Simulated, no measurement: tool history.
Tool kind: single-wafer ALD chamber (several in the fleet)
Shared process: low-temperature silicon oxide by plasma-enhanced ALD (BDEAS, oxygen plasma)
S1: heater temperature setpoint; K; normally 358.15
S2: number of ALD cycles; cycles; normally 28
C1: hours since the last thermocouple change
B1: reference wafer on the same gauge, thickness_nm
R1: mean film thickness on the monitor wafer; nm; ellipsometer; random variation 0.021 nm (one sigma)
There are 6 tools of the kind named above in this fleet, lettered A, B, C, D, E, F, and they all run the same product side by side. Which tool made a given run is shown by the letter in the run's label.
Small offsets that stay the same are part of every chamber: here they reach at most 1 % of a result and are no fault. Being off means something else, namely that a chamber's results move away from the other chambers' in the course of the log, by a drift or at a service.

run   hour      S1  S2      C1      B1      R1
 1A   10.5  358.15  28   954.8   3.981  4.2121
 2F   16.9  358.15  28   189.3   3.986   4.253
 3E   29.8  358.15  28   836.6  3.9745   4.222
 4D   39.8  358.15  28  1369.4  3.9795  4.1987
 5B   48.2  358.15  28  1283.7  3.9778  4.2232
 6C   57.2  358.15  28   203.4  3.9776  4.2055
 7B   69.6  358.15  28  1305.1  3.9799  4.2021
 8F   82.3  358.15  28   254.7  3.9792  4.2585
 9C   88.3  358.15  28   234.5  3.9861  4.1733
10A   99.2  366.15  24  1043.5   3.985   3.506
11D  107.2  366.15  24  1436.8  3.9761  3.4985
12E  113.2  366.15  24     920  3.9758  3.5565
13F  124.5  366.15  24   296.9  3.9793  3.5457
14D  133.9  366.15  24  1463.5  3.9762  3.5105
15A    141  366.15  24  1085.3  3.9813  3.5281
16C  152.2  358.15  28   298.4  3.9818  4.1771
17E  164.9  358.15  28   971.7  3.9777  4.2404
18B  173.6  358.15  28  1409.1  3.9795  4.2307
19F  179.7  358.15  28   352.1  3.9717  4.2505
20C  188.1  358.15  28   334.3  3.9831  4.1649
21A  197.7  358.15  28    1142  3.9821  4.2248
22B  203.7  358.15  28  1439.2  3.9793  4.2121
23D    211  358.15  28  1540.6   3.985   4.196
24E  221.3  358.15  28  1028.1  3.9812  4.2334
25F  232.7  358.15  28   405.1  3.9775  4.2282
26B  238.9  358.15  28  1474.4  3.9775  4.2366
27A  247.5  358.15  28  1191.8  3.9823  4.2192
28E  255.5  358.15  28  1062.3  3.9856  4.2237
29C  266.3  358.15  28   412.5  3.9766  4.1752
30D  274.8  358.15  28  1604.4  3.9831  4.1856
31D  282.1  358.15  28  1611.7  3.9819   4.204
32E    290  351.15  33  1096.8  3.9807  5.1025
33B  300.4  351.15  33  1535.9  3.9834  5.0846
34F  311.3  351.15  33   483.7   3.981   5.177
     313.8  -- chamber A: thermocouple changed; heater temperature recalibrated
35A    320  351.15  33     6.2  3.9869  5.1605
36C  331.9  351.15  33   478.1  3.9814  5.0467

Has any chamber moved away from the others, gradually or after a service, or does the common gauge drift, or do the chambers differ only by their own small steady offsets? State the chamber and the most likely cause if one applies.

No chamber stands off beyond its own small offset, and the gauge holds steady.
